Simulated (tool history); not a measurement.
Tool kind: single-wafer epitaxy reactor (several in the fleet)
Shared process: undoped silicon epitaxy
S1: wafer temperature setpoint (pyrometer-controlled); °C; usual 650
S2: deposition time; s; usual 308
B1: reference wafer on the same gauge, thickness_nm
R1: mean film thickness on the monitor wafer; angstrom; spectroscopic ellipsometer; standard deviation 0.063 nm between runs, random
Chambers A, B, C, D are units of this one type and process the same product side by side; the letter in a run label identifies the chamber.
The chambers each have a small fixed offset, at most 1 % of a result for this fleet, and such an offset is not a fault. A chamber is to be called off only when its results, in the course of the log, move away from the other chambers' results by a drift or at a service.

run 1B hour=10.7 | S1=650 S2=308 | B1=49.895 | R1=518.31
run 2C hour=17.5 | S1=650 S2=308 | B1=49.89 | R1=518.29
run 3D hour=30.3 | S1=650 S2=308 | B1=49.887 | R1=512
run 4A hour=38 | S1=650 S2=308 | B1=49.88 | R1=517.39
run 5C hour=49.8 | S1=650 S2=308 | B1=49.884 | R1=519.87
run 6B hour=61.7 | S1=650 S2=308 | B1=49.869 | R1=517.33
run 7D hour=74.3 | S1=650 S2=308 | B1=49.865 | R1=512.4
run 8A hour=83.8 | S1=650 S2=308 | B1=49.849 | R1=515.57
run 9A hour=96 | S1=650 S2=308 | B1=49.857 | R1=516.17
run 10C hour=110.1 | S1=650 S2=308 | B1=49.834 | R1=517.77
run 11B hour=118 | S1=650 S2=308 | B1=49.819 | R1=518.57
run 12D hour=124.7 | S1=650 S2=308 | B1=49.844 | R1=511.76
-- hour=129.9 chamber D: pyrometer calibrated
run 13A hour=136.7 | S1=650 S2=308 | B1=49.81 | R1=516.38
run 14D hour=146.9 | S1=650 S2=308 | B1=49.824 | R1=510.79
run 15B hour=155.3 | S1=650 S2=308 | B1=49.831 | R1=519.01
run 16C hour=168.4 | S1=650 S2=308 | B1=49.817 | R1=517.6
run 17B hour=176.1 | S1=650 S2=308 | B1=49.822 | R1=518.11
run 18A hour=186 | S1=650 S2=308 | B1=49.806 | R1=515.33
run 19D hour=200.6 | S1=650 S2=308 | B1=49.787 | R1=510.62
run 20C hour=210.4 | S1=650 S2=308 | B1=49.8 | R1=518.82
run 21D hour=218.2 | S1=650 S2=308 | B1=49.767 | R1=511.67
run 22A hour=232.9 | S1=650 S2=308 | B1=49.761 | R1=515.24
-- hour=234.8 chamber C: pyrometer calibrated
run 23C hour=239.8 | S1=650 S2=308 | B1=49.755 | R1=518.3
run 24B hour=253.7 | S1=650 S2=308 | B1=49.779 | R1=518.32
run 25B hour=265.3 | S1=636 S2=308 | B1=49.746 | R1=378.89
run 26C hour=273.8 | S1=636 S2=308 | B1=49.756 | R1=379.82
run 27D hour=281.8 | S1=636 S2=308 | B1=49.733 | R1=372.92
run 28A hour=291.6 | S1=636 S2=308 | B1=49.759 | R1=375.99
run 29D hour=300.8 | S1=650 S2=308 | B1=49.733 | R1=509.32
run 30B hour=308.3 | S1=650 S2=308 | B1=49.738 | R1=517.19
run 31C hour=321.3 | S1=650 S2=308 | B1=49.722 | R1=517.97
run 32A hour=335.6 | S1=650 S2=308 | B1=49.716 | R1=514.92
run 33B hour=349.9 | S1=641 S2=264 | B1=49.696 | R1=362.16
run 34C hour=364.3 | S1=641 S2=264 | B1=49.693 | R1=363.87
run 35D hour=373 | S1=641 S2=264 | B1=49.704 | R1=357.43
-- hour=376.2 chamber B: pyrometer calibrated
run 36A hour=387.6 | S1=641 S2=264 | B1=49.695 | R1=360.69
run 37A hour=397.7 | S1=650 S2=308 | B1=49.684 | R1=514.35
run 38C hour=408.1 | S1=650 S2=308 | B1=49.655 | R1=516.62
run 39B hour=415.3 | S1=650 S2=308 | B1=49.657 | R1=515.91
run 40D hour=422.5 | S1=660 S2=284 | B1=49.671 | R1=585.13
run 41C hour=429.7 | S1=660 S2=284 | B1=49.667 | R1=594.19
run 42B hour=441.1 | S1=660 S2=284 | B1=49.669 | R1=591.77

The same settings go to every chamber for the next run, one line per chamber below. Forecast the results for each:
run 43A hour=451.9 | S1=659 S2=308 | R1=?
run 43B hour=451.9 | S1=659 S2=308 | R1=?
run 43C hour=451.9 | S1=659 S2=308 | R1=?
run 43D hour=451.9 | S1=659 S2=308 | R1=?

run=43A R1=624.41
run=43B R1=628.55
run=43C R1=629.89
run=43D R1=621.39
